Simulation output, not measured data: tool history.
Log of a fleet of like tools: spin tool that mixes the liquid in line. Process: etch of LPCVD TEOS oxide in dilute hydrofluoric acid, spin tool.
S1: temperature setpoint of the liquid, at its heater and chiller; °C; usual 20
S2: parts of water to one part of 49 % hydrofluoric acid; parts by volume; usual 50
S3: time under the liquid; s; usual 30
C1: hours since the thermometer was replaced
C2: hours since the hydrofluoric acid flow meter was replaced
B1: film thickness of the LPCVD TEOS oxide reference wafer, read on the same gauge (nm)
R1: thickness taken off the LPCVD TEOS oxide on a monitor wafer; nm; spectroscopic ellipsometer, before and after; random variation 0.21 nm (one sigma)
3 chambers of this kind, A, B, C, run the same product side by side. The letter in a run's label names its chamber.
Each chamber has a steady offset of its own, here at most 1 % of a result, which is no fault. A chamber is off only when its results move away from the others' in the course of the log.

{"run": "1A", "hour": 7.9, "S1": 20, "S2": 50, "S3": 30, "C1": 384.7, "C2": 468, "B1": 139.96, "R1": 24.867}
{"run": "2C", "hour": 16.0, "S1": 20, "S2": 50, "S3": 30, "C1": 608.8, "C2": 1127.2, "B1": 140, "R1": 25.121}
{"run": "3B", "hour": 25.7, "S1": 20, "S2": 50, "S3": 30, "C1": 1066.3, "C2": 816.8, "B1": 139.99, "R1": 24.846}
{"run": "4B", "hour": 36.7, "S1": 20, "S2": 50, "S3": 30, "C1": 1077.3, "C2": 827.8, "B1": 139.98, "R1": 24.93}
{"run": "5A", "hour": 47.4, "S1": 20, "S2": 50, "S3": 30, "C1": 424.2, "C2": 507.5, "B1": 139.97, "R1": 25.023}
{"run": "6C", "hour": 61.4, "S1": 20, "S2": 50, "S3": 30, "C1": 654.2, "C2": 1172.6, "B1": 139.99, "R1": 24.952}
{"run": "7C", "hour": 73.4, "S1": 20, "S2": 50, "S3": 30, "C1": 666.2, "C2": 1184.6, "B1": 140, "R1": 25.188}
{"run": "8B", "hour": 81.4, "S1": 20, "S2": 50, "S3": 30, "C1": 1122, "C2": 872.5, "B1": 139.98, "R1": 25.064}
{"run": "9A", "hour": 94.3, "S1": 20, "S2": 50, "S3": 30, "C1": 471.1, "C2": 554.4, "B1": 140.01, "R1": 24.923}
{"run": "10C", "hour": 107.2, "S1": 20, "S2": 50, "S3": 30, "C1": 700, "C2": 1218.4, "B1": 139.99, "R1": 25.194}
{"run": "11A", "hour": 119.7, "S1": 20, "S2": 50, "S3": 30, "C1": 496.5, "C2": 579.8, "B1": 140.01, "R1": 24.841}
{"run": "12B", "hour": 129.7, "S1": 20, "S2": 50, "S3": 30, "C1": 1170.3, "C2": 920.8, "B1": 139.99, "R1": 24.926}
{"run": "13C", "hour": 141.2, "S1": 20, "S2": 50, "S3": 30, "C1": 734, "C2": 1252.4, "B1": 139.94, "R1": 25.076}
{"hour": 148.0, "done": "chamber A: thermometer replaced"}
{"run": "14A", "hour": 156.8, "S1": 20, "S2": 50, "S3": 30, "C1": 8.9, "C2": 616.9, "B1": 139.95, "R1": 25.021}
{"run": "15B", "hour": 168.2, "S1": 20, "S2": 50, "S3": 30, "C1": 1208.8, "C2": 959.3, "B1": 139.97, "R1": 24.834}
{"run": "16C", "hour": 179.7, "S1": 20, "S2": 50, "S3": 30, "C1": 772.5, "C2": 1290.9, "B1": 139.97, "R1": 25.307}
{"run": "17A", "hour": 190.7, "S1": 20, "S2": 50, "S3": 30, "C1": 42.8, "C2": 650.8, "B1": 140.07, "R1": 25.123}
{"run": "18B", "hour": 205.8, "S1": 20, "S2": 50, "S3": 30, "C1": 1246.4, "C2": 996.9, "B1": 140.04, "R1": 25.084}
{"hour": 214.6, "done": "chamber B: hydrofluoric acid flow meter replaced"}
{"run": "19B", "hour": 216.2, "S1": 20, "S2": 50, "S3": 30, "C1": 1256.8, "C2": 1.6, "B1": 139.99, "R1": 24.753}
{"run": "20C", "hour": 229.7, "S1": 20, "S2": 50, "S3": 35, "C1": 822.5, "C2": 1340.9, "B1": 139.97, "R1": 29.738}
{"run": "21A", "hour": 245.2, "S1": 20, "S2": 50, "S3": 35, "C1": 97.3, "C2": 705.3, "B1": 139.97, "R1": 29.421}
{"run": "22C", "hour": 253.5, "S1": 20, "S2": 50, "S3": 35, "C1": 846.3, "C2": 1364.7, "B1": 140.04, "R1": 29.59}
{"run": "23A", "hour": 265.4, "S1": 20, "S2": 50, "S3": 30, "C1": 117.5, "C2": 725.5, "B1": 139.99, "R1": 24.981}
{"run": "24B", "hour": 274.0, "S1": 20, "S2": 50, "S3": 30, "C1": 1314.6, "C2": 59.4, "B1": 140.04, "R1": 25.048}
{"run": "25B", "hour": 283.1, "S1": 20, "S2": 50, "S3": 30, "C1": 1323.7, "C2": 68.5, "B1": 139.98, "R1": 25.301}
{"hour": 288.1, "done": "chamber C: thermometer replaced"}
{"run": "26A", "hour": 296.6, "S1": 18, "S2": 50, "S3": 30, "C1": 148.7, "C2": 756.7, "B1": 139.98, "R1": 22.675}
{"run": "27C", "hour": 305.8, "S1": 18, "S2": 50, "S3": 30, "C1": 17.8, "C2": 1417, "B1": 139.99, "R1": 23.445}
{"run": "28A", "hour": 319.9, "S1": 18, "S2": 50, "S3": 30, "C1": 172, "C2": 780, "B1": 139.99, "R1": 22.719}
{"run": "29B", "hour": 328.5, "S1": 17, "S2": 50, "S3": 40, "C1": 1369.1, "C2": 113.9, "B1": 140.03, "R1": 29.179}
{"run": "30C", "hour": 339.1, "S1": 17, "S2": 50, "S3": 40, "C1": 51.1, "C2": 1450.3, "B1": 140.05, "R1": 29.675}
{"run": "31C", "hour": 346.5, "S1": 17, "S2": 50, "S3": 40, "C1": 58.5, "C2": 1457.7, "B1": 139.99, "R1": 29.249}

All 3 chambers run these settings next. Forecast each chamber's results:
{"run": "32A", "hour": 357.7, "S1": 20, "S2": 50, "S3": 30, "R1": "?"}
{"run": "32B", "hour": 357.7, "S1": 20, "S2": 50, "S3": 30, "R1": "?"}
{"run": "32C", "hour": 357.7, "S1": 20, "S2": 50, "S3": 30, "R1": "?"}

run=32A R1=25.032
run=32B R1=25.143
run=32C R1=25.012

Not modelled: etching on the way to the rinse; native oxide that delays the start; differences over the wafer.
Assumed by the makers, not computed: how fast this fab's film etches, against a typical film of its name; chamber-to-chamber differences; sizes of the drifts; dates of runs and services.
